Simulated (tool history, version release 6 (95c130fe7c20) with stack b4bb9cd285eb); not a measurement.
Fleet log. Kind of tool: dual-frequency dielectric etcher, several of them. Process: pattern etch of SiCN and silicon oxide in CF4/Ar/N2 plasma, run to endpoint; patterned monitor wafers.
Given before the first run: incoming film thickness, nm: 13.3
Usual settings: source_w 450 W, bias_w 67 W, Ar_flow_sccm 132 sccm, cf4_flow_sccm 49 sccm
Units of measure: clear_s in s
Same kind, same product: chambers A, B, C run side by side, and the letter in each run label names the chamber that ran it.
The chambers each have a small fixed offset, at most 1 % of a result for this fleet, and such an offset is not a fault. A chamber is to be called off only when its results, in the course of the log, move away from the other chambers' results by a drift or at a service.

run   hour  source_w  bias_w  Ar_flow_sccm  cf4_flow_sccm  clear_s
 1B    7.7       450      67           132             49   17.456
 2A   17.9       450      67           132             49   17.509
 3C   30.2       450      67           132             49   17.581
 4B   38.7       450      67           132             49   17.706
 5A   44.5       450      67           132             49   17.557
 6C   55.9       450      67           132             49   17.507
 7C   66.7       450      67           132             49   17.492
 8B   77.7       530      67           132             49   15.266
 9A   84.1       530      67           132             49   15.318
10A   93.6       530      67           132             49   15.417
11C    100       450      67           132             49   17.368
12B  105.6       450      67           132             49   17.647
13A  116.4       450      67           132             49   17.647
14C  122.4       450      67           132             49   17.199
15B  131.3       450      67           132             49   17.559
16A  139.7       450      53           132             49   19.144
17C  150.8       450      53           132             49   18.628
18B  159.9       450      53           132             49    19.21
19B  168.9       450      67           132             49   17.601
20A    176       450      67           132             49   17.702
21C  185.5       450      67           132             49    16.99
22B  197.1       450      67           132             49   17.663
     198.9  -- chamber C: bias power generator calibrated
23C  202.8       450      67           132             49   16.812
24A  209.2       450      67           132             49   17.697

For the next run the whole fleet of 3 chambers uses the same settings. Give each chamber's results:
25A  218.1       450      67           118             49        ?
25B  218.1       450      67           118             49        ?
25C  218.1       450      67           118             49        ?

run  clear_s
25A   17.296
25B   17.362
25C   16.501
